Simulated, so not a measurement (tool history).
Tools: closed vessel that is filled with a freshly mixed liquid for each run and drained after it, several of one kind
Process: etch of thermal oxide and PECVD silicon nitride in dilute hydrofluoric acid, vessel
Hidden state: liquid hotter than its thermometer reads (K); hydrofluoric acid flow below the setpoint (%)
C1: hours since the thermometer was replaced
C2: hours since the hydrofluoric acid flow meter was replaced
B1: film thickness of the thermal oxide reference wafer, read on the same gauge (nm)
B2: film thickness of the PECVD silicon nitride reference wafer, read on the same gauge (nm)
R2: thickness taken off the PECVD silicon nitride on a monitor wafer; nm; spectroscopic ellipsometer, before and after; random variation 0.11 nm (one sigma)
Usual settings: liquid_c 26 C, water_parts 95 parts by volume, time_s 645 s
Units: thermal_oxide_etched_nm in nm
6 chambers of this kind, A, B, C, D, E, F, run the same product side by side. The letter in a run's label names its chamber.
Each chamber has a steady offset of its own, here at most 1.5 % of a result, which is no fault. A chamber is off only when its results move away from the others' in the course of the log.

run 1F hour=4.6 | liquid_c=26 water_parts=95 time_s=645 | C1=250.4 C2=444 | B1=49.983 B2=70.038 | thermal_oxide_etched_nm=35.319 R2=14.645
run 2E hour=8.4 | liquid_c=26 water_parts=95 time_s=645 | C1=1087.7 C2=45.3 | B1=49.985 B2=69.952 | thermal_oxide_etched_nm=35.561 R2=14.642
run 3B hour=14.7 | liquid_c=26 water_parts=95 time_s=645 | C1=1300.1 C2=81 | B1=49.999 B2=70.004 | thermal_oxide_etched_nm=34.698 R2=14.566
run 4C hour=19 | liquid_c=26 water_parts=95 time_s=645 | C1=918.5 C2=164.1 | B1=50.011 B2=69.973 | thermal_oxide_etched_nm=35.574 R2=14.841
run 5D hour=26.6 | liquid_c=26 water_parts=95 time_s=645 | C1=967.4 C2=822.4 | B1=50.001 B2=70.009 | thermal_oxide_etched_nm=35.59 R2=14.724
-- hour=31.5 chamber C: thermometer replaced
run 6A hour=32.7 | liquid_c=23.5 water_parts=95 time_s=300 | C1=1323.9 C2=307.9 | B1=49.987 B2=70 | thermal_oxide_etched_nm=14.83 R2=5.6759
run 7B hour=39.6 | liquid_c=23.5 water_parts=95 time_s=300 | C1=1325 C2=105.9 | B1=49.997 B2=70.009 | thermal_oxide_etched_nm=14.846 R2=5.8202
run 8F hour=44.6 | liquid_c=23.5 water_parts=95 time_s=300 | C1=290.4 C2=484 | B1=49.991 B2=70.038 | thermal_oxide_etched_nm=14.74 R2=5.6917
run 9E hour=49 | liquid_c=23.5 water_parts=95 time_s=300 | C1=1128.3 C2=85.9 | B1=49.989 B2=70.029 | thermal_oxide_etched_nm=14.618 R2=5.8235
run 10C hour=55 | liquid_c=23.5 water_parts=95 time_s=300 | C1=23.5 C2=200.1 | B1=49.998 B2=69.989 | thermal_oxide_etched_nm=14.688 R2=5.8106
run 11D hour=62.4 | liquid_c=23.5 water_parts=95 time_s=300 | C1=1003.2 C2=858.2 | B1=50.002 B2=70.026 | thermal_oxide_etched_nm=15.087 R2=5.8366
-- hour=69.1 chamber A: thermometer replaced
run 12A hour=69.9 | liquid_c=26 water_parts=95 time_s=645 | C1=0.9 C2=345.1 | B1=49.98 B2=70.039 | thermal_oxide_etched_nm=35.44 R2=14.472
run 13D hour=74.6 | liquid_c=26 water_parts=95 time_s=645 | C1=1015.4 C2=870.4 | B1=49.974 B2=69.974 | thermal_oxide_etched_nm=35.761 R2=14.706
run 14F hour=81.2 | liquid_c=24.5 water_parts=95 time_s=645 | C1=327 C2=520.6 | B1=50.019 B2=70.042 | thermal_oxide_etched_nm=33.074 R2=13.268
run 15A hour=86.9 | liquid_c=24.5 water_parts=95 time_s=645 | C1=17.9 C2=362.1 | B1=49.995 B2=69.938 | thermal_oxide_etched_nm=33.352 R2=13.149
run 16E hour=94.8 | liquid_c=24.5 water_parts=95 time_s=645 | C1=1174.1 C2=131.7 | B1=50.001 B2=69.952 | thermal_oxide_etched_nm=32.379 R2=13.327
run 17C hour=99.1 | liquid_c=24.5 water_parts=95 time_s=645 | C1=67.6 C2=244.2 | B1=50 B2=69.965 | thermal_oxide_etched_nm=32.744 R2=13.497
run 18B hour=103.4 | liquid_c=24.5 water_parts=95 time_s=645 | C1=1388.8 C2=169.7 | B1=50.001 B2=69.99 | thermal_oxide_etched_nm=33.348 R2=13.295
run 19D hour=109.7 | liquid_c=24.5 water_parts=95 time_s=645 | C1=1050.5 C2=905.5 | B1=49.994 B2=70.055 | thermal_oxide_etched_nm=33.17 R2=13.432
run 20F hour=117.3 | liquid_c=26 water_parts=95 time_s=645 | C1=363.1 C2=556.7 | B1=50.002 B2=70.003 | thermal_oxide_etched_nm=35.204 R2=14.378
run 21C hour=122.7 | liquid_c=26 water_parts=95 time_s=645 | C1=91.2 C2=267.8 | B1=49.987 B2=70.005 | thermal_oxide_etched_nm=35.815 R2=14.692
run 22E hour=126.9 | liquid_c=26 water_parts=55 time_s=645 | C1=1206.2 C2=163.8 | B1=49.987 B2=70.01 | thermal_oxide_etched_nm=64.069 R2=25.482
run 23B hour=132.6 | liquid_c=26 water_parts=55 time_s=645 | C1=1418 C2=198.9 | B1=49.984 B2=69.994 | thermal_oxide_etched_nm=63.02 R2=24.828
run 24A hour=136.6 | liquid_c=26 water_parts=55 time_s=645 | C1=67.6 C2=411.8 | B1=49.996 B2=70.045 | thermal_oxide_etched_nm=65.293 R2=25.001
run 25C hour=142.5 | liquid_c=26 water_parts=55 time_s=645 | C1=111 C2=287.6 | B1=49.986 B2=69.984 | thermal_oxide_etched_nm=64.546 R2=25.224
run 26D hour=146.8 | liquid_c=26 water_parts=55 time_s=645 | C1=1087.6 C2=942.6 | B1=49.995 B2=70.028 | thermal_oxide_etched_nm=65.569 R2=25.925
run 27E hour=150.5 | liquid_c=26 water_parts=55 time_s=645 | C1=1229.8 C2=187.4 | B1=50.003 B2=70.002 | thermal_oxide_etched_nm=64.211 R2=25.554
run 28A hour=155.8 | liquid_c=26 water_parts=95 time_s=645 | C1=86.8 C2=431 | B1=50.016 B2=69.998 | thermal_oxide_etched_nm=35.458 R2=14.5
run 29F hour=163.5 | liquid_c=26 water_parts=95 time_s=645 | C1=409.3 C2=602.9 | B1=50.014 B2=70.008 | thermal_oxide_etched_nm=35.236 R2=14.607
run 30B hour=167.8 | liquid_c=26 water_parts=95 time_s=645 | C1=1453.2 C2=234.1 | B1=50.006 B2=70.022 | thermal_oxide_etched_nm=34.933 R2=14.744
run 31C hour=173.1 | liquid_c=26 water_parts=95 time_s=645 | C1=141.6 C2=318.2 | B1=49.993 B2=69.963 | thermal_oxide_etched_nm=35.878 R2=14.852
run 32B hour=179.2 | liquid_c=26 water_parts=95 time_s=645 | C1=1464.6 C2=245.5 | B1=49.978 B2=70.073 | thermal_oxide_etched_nm=35.171 R2=14.687
run 33D hour=183.9 | liquid_c=26 water_parts=95 time_s=645 | C1=1124.7 C2=979.7 | B1=49.988 B2=70.009 | thermal_oxide_etched_nm=35.503 R2=14.577
run 34F hour=188.3 | liquid_c=26 water_parts=95 time_s=645 | C1=434.1 C2=627.7 | B1=49.996 B2=70.033 | thermal_oxide_etched_nm=34.414 R2=14.452
run 35A hour=192.1 | liquid_c=26 water_parts=95 time_s=645 | C1=123.1 C2=467.3 | B1=49.987 B2=69.975 | thermal_oxide_etched_nm=35.432 R2=14.698
run 36E hour=199.8 | liquid_c=26 water_parts=95 time_s=645 | C1=1279.1 C2=236.7 | B1=49.987 B2=69.999 | thermal_oxide_etched_nm=34.959 R2=14.57
run 37F hour=204.8 | liquid_c=26 water_parts=95 time_s=645 | C1=450.6 C2=644.2 | B1=49.995 B2=70.012 | thermal_oxide_etched_nm=34.968 R2=14.703
run 38A hour=208.8 | liquid_c=26 water_parts=95 time_s=645 | C1=139.8 C2=484 | B1=49.995 B2=69.975 | thermal_oxide_etched_nm=35.506 R2=14.492
run 39D hour=215.6 | liquid_c=26 water_parts=95 time_s=645 | C1=1156.4 C2=1011.4 | B1=50.01 B2=69.952 | thermal_oxide_etched_nm=35.952 R2=14.75

What goes on in this fleet: one chamber off, a drifting gauge, or nothing beyond the chambers' own small offsets? Name the chamber and the cause, if any.

No chamber stands off beyond its own small offset, and the gauge holds steady.
